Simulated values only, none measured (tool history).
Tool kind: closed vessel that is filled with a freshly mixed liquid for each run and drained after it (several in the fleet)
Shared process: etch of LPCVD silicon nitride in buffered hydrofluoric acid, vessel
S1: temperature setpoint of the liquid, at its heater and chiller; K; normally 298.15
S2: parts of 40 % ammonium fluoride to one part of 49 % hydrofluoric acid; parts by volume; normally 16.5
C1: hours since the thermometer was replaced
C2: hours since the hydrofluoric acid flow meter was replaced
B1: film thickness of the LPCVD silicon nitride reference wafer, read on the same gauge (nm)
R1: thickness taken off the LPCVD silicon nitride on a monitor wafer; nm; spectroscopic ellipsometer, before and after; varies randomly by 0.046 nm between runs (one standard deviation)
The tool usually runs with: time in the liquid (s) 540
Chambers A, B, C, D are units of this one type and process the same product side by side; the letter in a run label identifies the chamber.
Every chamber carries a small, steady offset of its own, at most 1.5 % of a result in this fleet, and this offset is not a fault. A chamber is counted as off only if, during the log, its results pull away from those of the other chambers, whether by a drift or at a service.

Run 1B, hour 5.9: usual settings; C1 88.6; C2 583.5; B1 150. Result: R1 5.6355 nm.
Run 2D, hour 10: usual settings; C1 774.4; C2 261.9; B1 149.98. Result: R1 5.5582 nm.
Run 3A, hour 14.8: usual settings; C1 1734.9; C2 629.7; B1 149.97. Result: R1 5.6008 nm.
Run 4C, hour 20.9: usual settings; C1 2486.8; C2 757; B1 149.96. Result: R1 5.6065 nm.
Run 5A, hour 25.4: usual settings; C1 1745.5; C2 640.3; B1 149.98. Result: R1 5.5096 nm.
Run 6B, hour 33.1: usual settings; C1 115.8; C2 610.7; B1 149.99. Result: R1 5.6445 nm.
Run 7C, hour 38.6: usual settings; C1 2504.5; C2 774.7; B1 150. Result: R1 5.6914 nm.
Run 8D, hour 45.2: usual settings; C1 809.6; C2 297.1; B1 150.01. Result: R1 5.548 nm.
Run 9B, hour 51.1: usual settings; C1 133.8; C2 628.7; B1 150.02. Result: R1 5.7192 nm.
Run 10A, hour 56.6: usual settings; C1 1776.7; C2 671.5; B1 149.99. Result: R1 5.5539 nm.
At hour 59.3: chamber C: hydrofluoric acid flow meter replaced.
Run 11C, hour 64.2: usual settings; C1 2530.1; C2 5; B1 150. Result: R1 5.6358 nm.
Run 12D, hour 70.8: usual settings; C1 835.2; C2 322.7; B1 149.99. Result: R1 5.5825 nm.
Run 13A, hour 77.7: usual settings; C1 1797.8; C2 692.6; B1 150. Result: R1 5.5902 nm.
Run 14B, hour 84.3: usual settings; C1 167; C2 661.9; B1 149.99. Result: R1 5.6503 nm.
Run 15C, hour 90.3: usual settings but S2 13.5 parts by volume; C1 2556.2; C2 31.1; B1 150.01. Result: R1 6.7434 nm.
Run 16D, hour 98.5: usual settings but S2 13.5 parts by volume; C1 862.9; C2 350.4; B1 150.01. Result: R1 6.8771 nm.
Run 17A, hour 106.8: usual settings but S2 13.5 parts by volume; C1 1826.9; C2 721.7; B1 150.02. Result: R1 6.8994 nm.
Run 18C, hour 115.5: usual settings but S2 13.5 parts by volume; C1 2581.4; C2 56.3; B1 150. Result: R1 6.8118 nm.
Run 19D, hour 122.2: usual settings; C1 886.6; C2 374.1; B1 149.99. Result: R1 5.6664 nm.
Run 20B, hour 128.9: usual settings; C1 211.6; C2 706.5; B1 150.01. Result: R1 5.678 nm.
Run 21C, hour 137.5: usual settings; C1 2603.4; C2 78.3; B1 150.04. Result: R1 5.638 nm.
Run 22B, hour 141.5: usual settings; C1 224.2; C2 719.1; B1 150.02. Result: R1 5.6042 nm.
Run 23D, hour 148.5: usual settings but S2 22 parts by volume, time in the liquid (s) 370; C1 912.9; C2 400.4; B1 149.96. Result: R1 2.9835 nm.
Run 24A, hour 153.1: usual settings but S2 22 parts by volume, time in the liquid (s) 370; C1 1873.2; C2 768; B1 150.01. Result: R1 2.9383 nm.
Run 25D, hour 160.7: usual settings but S2 22 parts by volume, time in the liquid (s) 370; C1 925.1; C2 412.6; B1 150. Result: R1 3.0345 nm.
Run 26C, hour 167: usual settings but S2 22 parts by volume, time in the liquid (s) 370; C1 2632.9; C2 107.8; B1 150.01. Result: R1 2.9727 nm.
Run 27B, hour 172.1: usual settings; C1 254.8; C2 749.7; B1 150. Result: R1 5.6737 nm.
Run 28A, hour 179: usual settings; C1 1899.1; C2 793.9; B1 150.01. Result: R1 5.5505 nm.
Run 29D, hour 184.8: usual settings; C1 949.2; C2 436.7; B1 149.98. Result: R1 5.6925 nm.
Run 30C, hour 192.9: usual settings; C1 2658.8; C2 133.7; B1 149.97. Result: R1 5.5806 nm.
Run 31A, hour 197.8: usual settings; C1 1917.9; C2 812.7; B1 149.97. Result: R1 5.6316 nm.
Run 32B, hour 204.8: usual settings but S1 294.15 K, time in the liquid (s) 670; C1 287.5; C2 782.4; B1 149.96. Result: R1 5.6596 nm.
Run 33A, hour 209: usual settings but S1 294.15 K, time in the liquid (s) 670; C1 1929.1; C2 823.9; B1 150.01. Result: R1 5.6016 nm.
Run 34C, hour 215.5: usual settings but S1 294.15 K, time in the liquid (s) 670; C1 2681.4; C2 156.3; B1 150.01. Result: R1 5.5793 nm.
Run 35B, hour 222.4: usual settings but S1 294.15 K, time in the liquid (s) 670; C1 305.1; C2 800; B1 149.99. Result: R1 5.6693 nm.
Run 36D, hour 228.1: usual settings; C1 992.5; C2 480; B1 150. Result: R1 5.7468 nm.
At hour 229.5: chamber C: thermometer replaced.
Run 37C, hour 234.4: usual settings; C1 4.9; C2 175.2; B1 150. Result: R1 5.6569 nm.
Run 38D, hour 240.4: usual settings; C1 1004.8; C2 492.3; B1 149.99. Result: R1 5.7441 nm.
Run 39B, hour 248.7: usual settings; C1 331.4; C2 826.3; B1 150.02. Result: R1 5.6056 nm.
Run 40A, hour 256.7: usual settings; C1 1976.8; C2 871.6; B1 149.99. Result: R1 5.5288 nm.
Run 41D, hour 265.3: usual settings; C1 1029.7; C2 517.2; B1 150.01. Result: R1 5.8225 nm.
Run 42A, hour 273.7: usual settings; C1 1993.8; C2 888.6; B1 149.99. Result: R1 5.6232 nm.

Decide between three cases: one chamber stands off from its peers, the gauge reading all wafers drifts, or nothing is wrong past each chamber's small offset. Where a chamber is off, say which and what most likely put it there.

Chamber D drifts away from the others.
Likeliest cause: liquid hotter than its thermometer reads (K) = 1.06.
Not necessarily distinguishable in this log from: hydrofluoric acid flow above the setpoint (%).

Which of the 4 candidates below, each the usual settings with something changed and its results left as question marks, puts chamber D back in line with what the other chambers give on the usual settings?
A result is in line if it is within this distance of the other chambers' mean on the usual settings: R1 0.16 nm
Run 43D-1, hour 279.9: usual settings but S2 17 parts by volume, time in the liquid (s) 510. Result: R1 ?.
Run 43D-2, hour 279.9: usual settings but time in the liquid (s) 520. Result: R1 ?.
Run 43D-3, hour 279.9: usual settings but time in the liquid (s) 590. Result: R1 ?.
Run 43D-4, hour 279.9: usual settings but S2 16 parts by volume. Result: R1 ?.

Other chambers, usual settings, mean: R1 5.6214 nm
  run      R1
43D-1  5.3622
43D-2  5.6329
43D-3  6.3912
43D-4  6.0322
It is 43D-2 that realigns the chamber with its peers.
